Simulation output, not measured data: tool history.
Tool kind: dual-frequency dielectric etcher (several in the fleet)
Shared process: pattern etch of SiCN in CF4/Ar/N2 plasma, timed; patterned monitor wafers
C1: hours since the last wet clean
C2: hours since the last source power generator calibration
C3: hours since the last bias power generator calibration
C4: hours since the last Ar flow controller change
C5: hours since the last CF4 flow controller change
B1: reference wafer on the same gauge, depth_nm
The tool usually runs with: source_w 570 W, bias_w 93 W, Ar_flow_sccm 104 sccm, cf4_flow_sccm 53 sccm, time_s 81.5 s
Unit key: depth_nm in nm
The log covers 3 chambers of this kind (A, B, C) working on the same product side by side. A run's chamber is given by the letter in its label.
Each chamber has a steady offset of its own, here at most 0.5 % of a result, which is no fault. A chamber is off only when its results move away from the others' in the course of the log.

run 1B hour=5.3 | source_w=570 bias_w=93 Ar_flow_sccm=104 cf4_flow_sccm=53 time_s=81.5 | C1=214.9 C2=1438.8 C3=2054.2 C4=490.6 C5=1709.5 | B1=101.35 | depth_nm=89.806
run 2A hour=13.3 | source_w=570 bias_w=93 Ar_flow_sccm=104 cf4_flow_sccm=53 time_s=81.5 | C1=232.3 C2=2390.2 C3=2096.8 C4=3232.9 C5=2257.8 | B1=101.16 | depth_nm=90.103
run 3C hour=22.1 | source_w=570 bias_w=93 Ar_flow_sccm=104 cf4_flow_sccm=53 time_s=81.5 | C1=330.4 C2=2249.4 C3=362.1 C4=54.4 C5=1258.2 | B1=101.25 | depth_nm=89.918
run 4B hour=27.8 | source_w=570 bias_w=93 Ar_flow_sccm=104 cf4_flow_sccm=53 time_s=81.5 | C1=237.4 C2=1461.3 C3=2076.7 C4=513.1 C5=1732 | B1=101.16 | depth_nm=89.644
run 5A hour=38.9 | source_w=570 bias_w=93 Ar_flow_sccm=104 cf4_flow_sccm=53 time_s=81.5 | C1=257.9 C2=2415.8 C3=2122.4 C4=3258.5 C5=2283.4 | B1=101.11 | depth_nm=89.836
run 6C hour=48.7 | source_w=570 bias_w=93 Ar_flow_sccm=104 cf4_flow_sccm=53 time_s=81.5 | C1=357 C2=2276 C3=388.7 C4=81 C5=1284.8 | B1=101.19 | depth_nm=90.018
run 7A hour=59.9 | source_w=570 bias_w=109 Ar_flow_sccm=94 cf4_flow_sccm=53 time_s=81.5 | C1=278.9 C2=2436.8 C3=2143.4 C4=3279.5 C5=2304.4 | B1=101.22 | depth_nm=95.836
run 8B hour=69.1 | source_w=570 bias_w=109 Ar_flow_sccm=94 cf4_flow_sccm=53 time_s=81.5 | C1=278.7 C2=1502.6 C3=2118 C4=554.4 C5=1773.3 | B1=101.34 | depth_nm=97.477
run 9C hour=79.5 | source_w=570 bias_w=109 Ar_flow_sccm=94 cf4_flow_sccm=53 time_s=81.5 | C1=387.8 C2=2306.8 C3=419.5 C4=111.8 C5=1315.6 | B1=101.13 | depth_nm=96.517
run 10C hour=88.9 | source_w=570 bias_w=93 Ar_flow_sccm=104 cf4_flow_sccm=53 time_s=81.5 | C1=397.2 C2=2316.2 C3=428.9 C4=121.2 C5=1325 | B1=101.16 | depth_nm=89.284
run 11B hour=98.7 | source_w=450 bias_w=93 Ar_flow_sccm=104 cf4_flow_sccm=53 time_s=100 | C1=308.3 C2=1532.2 C3=2147.6 C4=584 C5=1802.9 | B1=101.17 | depth_nm=89.171
run 12A hour=105.8 | source_w=450 bias_w=93 Ar_flow_sccm=104 cf4_flow_sccm=53 time_s=100 | C1=324.8 C2=2482.7 C3=2189.3 C4=3325.4 C5=2350.3 | B1=101.1 | depth_nm=88.978
run 13A hour=114.3 | source_w=450 bias_w=93 Ar_flow_sccm=104 cf4_flow_sccm=53 time_s=100 | C1=333.3 C2=2491.2 C3=2197.8 C4=3333.9 C5=2358.8 | B1=101.13 | depth_nm=89.086
-- hour=121 chamber B: bias power generator calibrated
run 14B hour=123.3 | source_w=570 bias_w=93 Ar_flow_sccm=104 cf4_flow_sccm=53 time_s=81.5 | C1=332.9 C2=1556.8 C3=2.3 C4=608.6 C5=1827.5 | B1=101.3 | depth_nm=89.085
run 15C hour=133.9 | source_w=570 bias_w=93 Ar_flow_sccm=104 cf4_flow_sccm=53 time_s=81.5 | C1=442.2 C2=2361.2 C3=473.9 C4=166.2 C5=1370 | B1=101.38 | depth_nm=90.808
run 16B hour=141.6 | source_w=570 bias_w=93 Ar_flow_sccm=104 cf4_flow_sccm=53 time_s=81.5 | C1=351.2 C2=1575.1 C3=20.6 C4=626.9 C5=1845.8 | B1=101.25 | depth_nm=88.153
run 17C hour=148.9 | source_w=570 bias_w=93 Ar_flow_sccm=104 cf4_flow_sccm=53 time_s=81.5 | C1=457.2 C2=2376.2 C3=488.9 C4=181.2 C5=1385 | B1=101.15 | depth_nm=90.326
run 18A hour=154.6 | source_w=570 bias_w=93 Ar_flow_sccm=104 cf4_flow_sccm=53 time_s=81.5 | C1=373.6 C2=2531.5 C3=2238.1 C4=3374.2 C5=2399.1 | B1=101.28 | depth_nm=89.87
run 19C hour=164.6 | source_w=570 bias_w=93 Ar_flow_sccm=104 cf4_flow_sccm=53 time_s=81.5 | C1=472.9 C2=2391.9 C3=504.6 C4=196.9 C5=1400.7 | B1=101.37 | depth_nm=89.826
run 20B hour=172.3 | source_w=570 bias_w=93 Ar_flow_sccm=104 cf4_flow_sccm=53 time_s=81.5 | C1=381.9 C2=1605.8 C3=51.3 C4=657.6 C5=1876.5 | B1=101.14 | depth_nm=88.153
run 21A hour=177.7 | source_w=570 bias_w=93 Ar_flow_sccm=104 cf4_flow_sccm=53 time_s=81.5 | C1=396.7 C2=2554.6 C3=2261.2 C4=3397.3 C5=2422.2 | B1=100.99 | depth_nm=90.466
run 22C hour=183.7 | source_w=570 bias_w=93 Ar_flow_sccm=104 cf4_flow_sccm=53 time_s=81.5 | C1=492 C2=2411 C3=523.7 C4=216 C5=1419.8 | B1=101.16 | depth_nm=90.094
-- hour=186.5 chamber C: wet clean of the chamber
run 23B hour=192.9 | source_w=570 bias_w=93 Ar_flow_sccm=104 cf4_flow_sccm=53 time_s=81.5 | C1=402.5 C2=1626.4 C3=71.9 C4=678.2 C5=1897.1 | B1=101.24 | depth_nm=88.589
run 24A hour=198.6 | source_w=570 bias_w=93 Ar_flow_sccm=104 cf4_flow_sccm=53 time_s=81.5 | C1=417.6 C2=2575.5 C3=2282.1 C4=3418.2 C5=2443.1 | B1=101.24 | depth_nm=89.656
run 25C hour=208.7 | source_w=570 bias_w=93 Ar_flow_sccm=96 cf4_flow_sccm=41 time_s=81.5 | C1=22.3 C2=2436 C3=548.7 C4=241 C5=1444.8 | B1=101.3 | depth_nm=87.34
run 26A hour=213.6 | source_w=570 bias_w=93 Ar_flow_sccm=96 cf4_flow_sccm=41 time_s=81.5 | C1=432.6 C2=2590.5 C3=2297.1 C4=3433.2 C5=2458.1 | B1=101.17 | depth_nm=86.514
run 27B hour=218.9 | source_w=570 bias_w=93 Ar_flow_sccm=96 cf4_flow_sccm=41 time_s=81.5 | C1=428.5 C2=1652.4 C3=97.9 C4=704.2 C5=1923.1 | B1=101.04 | depth_nm=86.093
run 28A hour=227 | source_w=570 bias_w=93 Ar_flow_sccm=104 cf4_flow_sccm=53 time_s=81.5 | C1=446 C2=2603.9 C3=2310.5 C4=3446.6 C5=2471.5 | B1=101.14 | depth_nm=89.649
run 29B hour=238 | source_w=570 bias_w=93 Ar_flow_sccm=104 cf4_flow_sccm=53 time_s=81.5 | C1=447.6 C2=1671.5 C3=117 C4=723.3 C5=1942.2 | B1=101.39 | depth_nm=88.038
run 30C hour=246.3 | source_w=570 bias_w=93 Ar_flow_sccm=104 cf4_flow_sccm=53 time_s=81.5 | C1=59.9 C2=2473.6 C3=586.3 C4=278.6 C5=1482.4 | B1=101.14 | depth_nm=90.786
run 31B hour=251.2 | source_w=570 bias_w=93 Ar_flow_sccm=104 cf4_flow_sccm=53 time_s=81.5 | C1=460.8 C2=1684.7 C3=130.2 C4=736.5 C5=1955.4 | B1=101.16 | depth_nm=88.282
run 32C hour=256.2 | source_w=570 bias_w=93 Ar_flow_sccm=104 cf4_flow_sccm=53 time_s=81.5 | C1=69.8 C2=2483.5 C3=596.2 C4=288.5 C5=1492.3 | B1=101.27 | depth_nm=90.346
run 33A hour=265.9 | source_w=570 bias_w=78 Ar_flow_sccm=94 cf4_flow_sccm=53 time_s=81.5 | C1=484.9 C2=2642.8 C3=2349.4 C4=3485.5 C5=2510.4 | B1=101.18 | depth_nm=86.918
run 34C hour=273.7 | source_w=570 bias_w=78 Ar_flow_sccm=94 cf4_flow_sccm=53 time_s=81.5 | C1=87.3 C2=2501 C3=613.7 C4=306 C5=1509.8 | B1=101.04 | depth_nm=86.708
run 35B hour=280.7 | source_w=570 bias_w=78 Ar_flow_sccm=94 cf4_flow_sccm=53 time_s=81.5 | C1=490.3 C2=1714.2 C3=159.7 C4=766 C5=1984.9 | B1=101.34 | depth_nm=83.329
run 36A hour=287.8 | source_w=570 bias_w=71 Ar_flow_sccm=104 cf4_flow_sccm=53 time_s=71 | C1=506.8 C2=2664.7 C3=2371.3 C4=3507.4 C5=2532.3 | B1=101.25 | depth_nm=71.187
run 37A hour=297.9 | source_w=570 bias_w=71 Ar_flow_sccm=104 cf4_flow_sccm=53 time_s=71 | C1=516.9 C2=2674.8 C3=2381.4 C4=3517.5 C5=2542.4 | B1=101.31 | depth_nm=70.276
run 38B hour=303.6 | source_w=570 bias_w=71 Ar_flow_sccm=104 cf4_flow_sccm=53 time_s=71 | C1=513.2 C2=1737.1 C3=182.6 C4=788.9 C5=2007.8 | B1=101.27 | depth_nm=69.07
run 39C hour=309.5 | source_w=570 bias_w=93 Ar_flow_sccm=104 cf4_flow_sccm=53 time_s=81.5 | C1=123.1 C2=2536.8 C3=649.5 C4=341.8 C5=1545.6 | B1=101.33 | depth_nm=89.744

All 3 chambers run these settings next. Forecast each chamber's results:
run 40A hour=317.5 | source_w=620 bias_w=93 Ar_flow_sccm=104 cf4_flow_sccm=53 time_s=81.5 | depth_nm=?
run 40B hour=317.5 | source_w=620 bias_w=93 Ar_flow_sccm=104 cf4_flow_sccm=53 time_s=81.5 | depth_nm=?
run 40C hour=317.5 | source_w=620 bias_w=93 Ar_flow_sccm=104 cf4_flow_sccm=53 time_s=81.5 | depth_nm=?

run=40A depth_nm=95.671
run=40B depth_nm=93.398
run=40C depth_nm=98.272
